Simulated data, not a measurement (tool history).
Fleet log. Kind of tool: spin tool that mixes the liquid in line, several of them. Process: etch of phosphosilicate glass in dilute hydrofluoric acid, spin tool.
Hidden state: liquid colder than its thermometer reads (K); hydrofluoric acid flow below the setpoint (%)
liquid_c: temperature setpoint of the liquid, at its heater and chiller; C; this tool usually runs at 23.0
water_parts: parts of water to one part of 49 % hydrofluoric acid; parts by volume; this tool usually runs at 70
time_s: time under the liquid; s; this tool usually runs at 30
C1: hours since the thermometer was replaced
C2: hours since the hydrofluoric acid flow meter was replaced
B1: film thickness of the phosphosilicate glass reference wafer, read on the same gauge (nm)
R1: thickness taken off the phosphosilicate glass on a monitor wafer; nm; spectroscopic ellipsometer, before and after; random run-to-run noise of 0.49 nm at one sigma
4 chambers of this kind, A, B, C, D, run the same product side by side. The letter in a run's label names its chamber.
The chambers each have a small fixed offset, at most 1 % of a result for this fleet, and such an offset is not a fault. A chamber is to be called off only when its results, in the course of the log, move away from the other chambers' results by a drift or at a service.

Run 1D, day 0.242: usual settings; C1 956.4; C2 1263.0; B1 129.98. Result: R1 57.634 nm.
Run 2C, day 0.483: usual settings; C1 1217.0; C2 1729.5; B1 129.99. Result: R1 58.924 nm.
Run 3A, day 1.000: usual settings; C1 392.9; C2 1710.0; B1 130.02. Result: R1 59.374 nm.
Run 4B, day 1.442: usual settings; C1 584.1; C2 652.4; B1 129.98. Result: R1 57.742 nm.
Run 5A, day 1.725: usual settings; C1 410.3; C2 1727.4; B1 129.99. Result: R1 58.401 nm.
Run 6D, day 2.162: usual settings; C1 1002.5; C2 1309.1; B1 130.00. Result: R1 58.943 nm.
Run 7B, day 2.492: usual settings but liquid_c 20.5 C, water_parts 105 parts by volume; C1 609.3; C2 677.6; B1 129.97. Result: R1 33.450 nm.
Run 8C, day 2.958: usual settings but liquid_c 20.5 C, water_parts 105 parts by volume; C1 1276.4; C2 1788.9; B1 130.03. Result: R1 33.860 nm.
Run 9B, day 3.442: usual settings but liquid_c 20.5 C, water_parts 105 parts by volume; C1 632.1; C2 700.4; B1 129.99. Result: R1 33.689 nm.
Run 10D, day 3.908: usual settings but liquid_c 20.5 C, water_parts 105 parts by volume; C1 1044.4; C2 1351.0; B1 129.98. Result: R1 33.094 nm.
Run 11C, day 4.304: usual settings; C1 1308.7; C2 1821.2; B1 129.99. Result: R1 57.794 nm.
Run 12A, day 4.642: usual settings; C1 480.3; C2 1797.4; B1 130.00. Result: R1 58.277 nm.
Run 13B, day 5.021: usual settings; C1 670.0; C2 738.3; B1 130.00. Result: R1 58.166 nm.
At day 5.275: chamber D: thermometer replaced.
At day 5.383: chamber D: hydrofluoric acid flow meter replaced.
Run 14D, day 5.408: usual settings; C1 3.2; C2 0.6; B1 129.99. Result: R1 59.098 nm.
Run 15A, day 5.888: usual settings; C1 510.2; C2 1827.3; B1 130.00. Result: R1 59.244 nm.
Run 16C, day 6.133: usual settings; C1 1352.6; C2 1865.1; B1 130.01. Result: R1 56.347 nm.
Run 17D, day 6.488: usual settings; C1 29.1; C2 26.5; B1 129.99. Result: R1 59.189 nm.
Run 18C, day 6.938: usual settings; C1 1371.9; C2 1884.4; B1 129.97. Result: R1 56.922 nm.
Run 19A, day 7.254: usual settings but liquid_c 26.0 C, water_parts 90 parts by volume; C1 543.0; C2 1860.1; B1 129.99. Result: R1 50.946 nm.
Run 20B, day 7.704: usual settings but liquid_c 26.0 C, water_parts 90 parts by volume; C1 734.4; C2 802.7; B1 130.02. Result: R1 49.536 nm.
Run 21B, day 8.250: usual settings but liquid_c 26.0 C, water_parts 90 parts by volume; C1 747.5; C2 815.8; B1 130.03. Result: R1 50.012 nm.
Run 22A, day 8.538: usual settings but liquid_c 26.0 C, water_parts 90 parts by volume; C1 573.8; C2 1890.9; B1 129.99. Result: R1 49.896 nm.
At day 8.633: chamber B: thermometer replaced.
Run 23C, day 8.967: usual settings; C1 1420.6; C2 1933.1; B1 129.99. Result: R1 56.285 nm.
Run 24D, day 9.362: usual settings; C1 98.1; C2 95.5; B1 130.00. Result: R1 58.951 nm.
Run 25D, day 9.908: usual settings; C1 111.2; C2 108.6; B1 130.00. Result: R1 59.107 nm.
Run 26B, day 10.317: usual settings; C1 40.5; C2 865.4; B1 129.98. Result: R1 57.860 nm.
Run 27C, day 10.633: usual settings but liquid_c 27.5 C, time_s 45 s; C1 1460.6; C2 1973.1; B1 130.00. Result: R1 100.870 nm.
Run 28A, day 10.929: usual settings but liquid_c 27.5 C, time_s 45 s; C1 631.2; C2 1948.3; B1 130.00. Result: R1 106.470 nm.
Run 29D, day 11.212: usual settings but liquid_c 27.5 C, time_s 45 s; C1 142.5; C2 139.9; B1 130.03. Result: R1 107.210 nm.
Run 30A, day 11.746: usual settings but liquid_c 27.5 C, time_s 45 s; C1 650.8; C2 1967.9; B1 129.98. Result: R1 106.510 nm.
Run 31B, day 12.108: usual settings; C1 83.5; C2 908.4; B1 129.99. Result: R1 57.527 nm.
Run 32C, day 12.550: usual settings; C1 1506.6; C2 2019.1; B1 129.99. Result: R1 55.721 nm.
At day 12.562: chamber A: hydrofluoric acid flow meter replaced.
Run 33C, day 13.038: usual settings; C1 1518.3; C2 2030.8; B1 130.02. Result: R1 55.951 nm.
Run 34A, day 13.467: usual settings; C1 692.1; C2 21.8; B1 130.01. Result: R1 59.371 nm.
Run 35D, day 13.921: usual settings; C1 207.5; C2 204.9; B1 130.00. Result: R1 59.019 nm.
Run 36B, day 14.271: usual settings but water_parts 35 parts by volume, time_s 40 s; C1 135.4; C2 960.3; B1 130.03. Result: R1 159.900 nm.

Read the log: is a single chamber off, either drifting away or since a service, is the gauge that measures every chamber drifting, or is nothing wrong beyond small per-chamber offsets? Name any odd chamber and what most likely caused it.

One chamber, C, drifts off from the rest bit by bit.
What lies behind it: hydrofluoric acid flow below the setpoint (%) = 5.89.
From this log alone, it may not be told apart from: liquid colder than its thermometer reads (K).

Below are 4 candidate recipes for chamber C's next run, each the usual settings with a change, their results shown as question marks. Which of them brings C's results back in line with what the other chambers give on the usual settings?
To be in line, a result may differ from the other chambers' mean on the usual settings by at most: R1 1.700 nm
Run 37C-1, day 14.662: usual settings but water_parts 75 parts by volume. Result: R1 ?.
Run 37C-2, day 14.662: usual settings but liquid_c 23.5 C. Result: R1 ?.
Run 37C-3, day 14.662: usual settings but liquid_c 22.5 C. Result: R1 ?.
Run 37C-4, day 14.662: usual settings but liquid_c 24.5 C. Result: R1 ?.

The mean the other chambers reach with the usual settings: R1 58.649 nm
  run      R1
37C-1  50.665
37C-2  55.802
37C-3  53.619
37C-4  58.078
The right change is 37C-4: it brings the chamber back within the allowed miss of the others.
